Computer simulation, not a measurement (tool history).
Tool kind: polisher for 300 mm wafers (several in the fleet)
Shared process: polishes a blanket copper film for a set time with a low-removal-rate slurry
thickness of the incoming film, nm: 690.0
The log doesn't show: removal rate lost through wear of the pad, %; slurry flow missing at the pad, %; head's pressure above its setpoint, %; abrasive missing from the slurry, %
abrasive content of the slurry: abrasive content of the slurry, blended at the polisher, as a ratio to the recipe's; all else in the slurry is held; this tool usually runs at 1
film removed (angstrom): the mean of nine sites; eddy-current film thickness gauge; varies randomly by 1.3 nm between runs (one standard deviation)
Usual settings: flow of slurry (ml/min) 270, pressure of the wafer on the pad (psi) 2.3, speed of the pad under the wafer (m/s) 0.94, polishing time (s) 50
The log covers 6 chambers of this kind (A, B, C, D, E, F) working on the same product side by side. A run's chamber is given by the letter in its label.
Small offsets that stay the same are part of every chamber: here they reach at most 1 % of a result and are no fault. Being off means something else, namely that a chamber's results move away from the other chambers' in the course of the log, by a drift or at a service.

run	hour	flow of slurry (ml/min)	pressure of the wafer on the pad (psi)	speed of the pad under the wafer (m/s)	abrasive content of the slurry	polishing time (s)	wafers polished on this pad	hours since the slurry nozzle was cleaned	hours since the head pressure was calibrated	hours since the slurry blender was calibrated	film removed (angstrom)
# hour 6.3: chamber C: slurry blender recalibrated
# hour 8.1: chamber C: worn pad replaced by a new one
1E	9.5	270	2.3	0.94	1	50	960	632.2	139.3	307.6	1256.8
# hour 11.5: chamber A: worn pad replaced by a new one
# hour 11.9: chamber F: worn pad replaced by a new one
# hour 12.9: chamber E: slurry blender recalibrated
# hour 13.4: chamber F: slurry blender recalibrated
2A	14.3	270	2.3	0.94	1	50	29	519.6	360.2	82.9	1267.5
# hour 23: chamber D: slurry blender recalibrated
3B	23	270	2.3	0.94	1	50	1170	244.1	209	124.5	1274.6
4C	29.9	270	2.3	0.94	1	50	225	161.2	356.4	23.6	1258.7
5D	34.3	270	2.3	0.94	1	50	873	373.6	437.6	11.3	1249
6F	42.4	270	2.3	0.94	1	50	315	410.8	757.9	29.1	1248.4
# hour 45: chamber E: worn pad replaced by a new one
7C	49.1	270	2.3	0.64	1	62	423	180.4	375.6	42.8	1056.9
# hour 50.6: chamber B: worn pad replaced by a new one
8B	55.3	270	2.3	0.64	1	62	48	276.4	241.3	156.8	1073.3
# hour 55.7: chamber B: slurry blender recalibrated
# hour 56.6: chamber B: slurry nozzle cleaned
# hour 56.8: chamber D: worn pad replaced by a new one
9A	59.8	270	2.3	0.64	1	62	498	565.1	405.7	128.4	1064.4
# hour 61.3: chamber F: worn pad replaced by a new one
# hour 67.7: chamber A: worn pad replaced by a new one
10F	67.9	270	2.3	0.64	1	62	69	436.3	783.4	54.6	1047.6
11E	74.7	270	2.3	0.64	1	62	306	697.4	204.5	61.9	1077.1
12D	80.1	270	2.3	0.64	1	62	240	419.4	483.4	57.1	1069.7
13B	84.8	355	2.3	0.94	1	41	353	28.2	270.8	29.2	1058.7
# hour 88.1: chamber A: slurry nozzle cleaned
14E	93.3	355	2.3	0.94	1	41	498	716	223.1	80.5	1058.9
# hour 95.9: chamber B: head pressure recalibrated
15D	98.5	355	2.3	0.94	1	41	430	437.8	501.8	75.5	1091.7
16F	104.8	355	2.3	0.94	1	41	450	473.2	820.3	91.5	1036.3
17A	111.1	355	2.3	0.94	1	41	448	23	457	179.7	1051.8
# hour 118.5: chamber A: worn pad replaced by a new one
18C	120.4	355	2.3	0.94	1	41	1160	251.7	446.9	114.1	1051.2
# hour 121.2: chamber F: worn pad replaced by a new one
# hour 126.1: chamber F: head pressure recalibrated
19A	129.2	270	2.3	0.94	1	50	110	41.1	475.1	197.8	1271.1
# hour 135.9: chamber A: slurry blender recalibrated
20B	138.3	270	2.3	0.94	1	50	905	81.7	42.4	82.7	1260.5
# hour 143.7: chamber E: worn pad replaced by a new one
21E	144.6	270	2.3	0.94	1	50	9	767.3	274.4	131.8	1260.2
22D	152.4	270	2.3	0.94	1	50	987	491.7	555.7	129.4	1255.1
# hour 158.5: chamber C: worn pad replaced by a new one
23F	159.6	270	2.3	0.94	1	50	396	528	33.6	146.3	1247.2
# hour 163.9: chamber E: slurry nozzle cleaned
# hour 164.9: chamber D: worn pad replaced by a new one
# hour 167.2: chamber B: worn pad replaced by a new one
24C	168.1	270	2.3	0.94	1	50	99	299.4	494.6	161.8	1260.2
# hour 169.6: chamber A: worn pad replaced by a new one
25E	177.2	270	2.3	0.94	1	50	346	13.3	307	164.4	1285.5
# hour 182.2: chamber F: worn pad replaced by a new one
26A	183.8	270	2.3	0.94	1	50	146	95.7	529.7	48	1276.9
27D	191.8	270	2.3	0.94	1	50	278	531.1	595.1	168.8	1249.9
28F	200.3	270	2.3	0.94	1	50	186	568.7	74.3	187	1229.9
29B	209.6	270	2.3	0.94	1	50	438	153	113.7	154	1264.9
30C	214.3	270	2.3	0.94	1	50	576	345.6	540.8	208	1279
# hour 218: chamber A: worn pad replaced by a new one
31D	222.8	270	2.3	0.94	1	50	598	562.1	626.1	199.8	1238.2
32C	229	270	2.3	0.94	1	33	728	360.3	555.5	222.7	818.4
# hour 232.6: chamber B: slurry blender recalibrated
33F	234.9	270	2.3	0.94	1	33	544	603.3	108.9	221.6	828.06
34E	241.2	270	2.3	0.94	1	33	1007	77.3	371	228.4	839.39
35B	246.8	270	2.3	0.94	1	33	822	190.2	150.9	14.2	824.1
36A	254.4	270	2.3	0.94	1	33	376	166.3	600.3	118.6	839.85
37A	263.8	270	2.3	0.94	1	33	473	175.7	609.7	128	836.62

Which is it: a chamber that has drifted or been left off by a service, a gauge drift common to all chambers, or only each chamber's usual small offset? If a chamber is off, name it and its likeliest cause.

All chambers stay in line apart from their small fixed offsets, and the gauge does not drift.
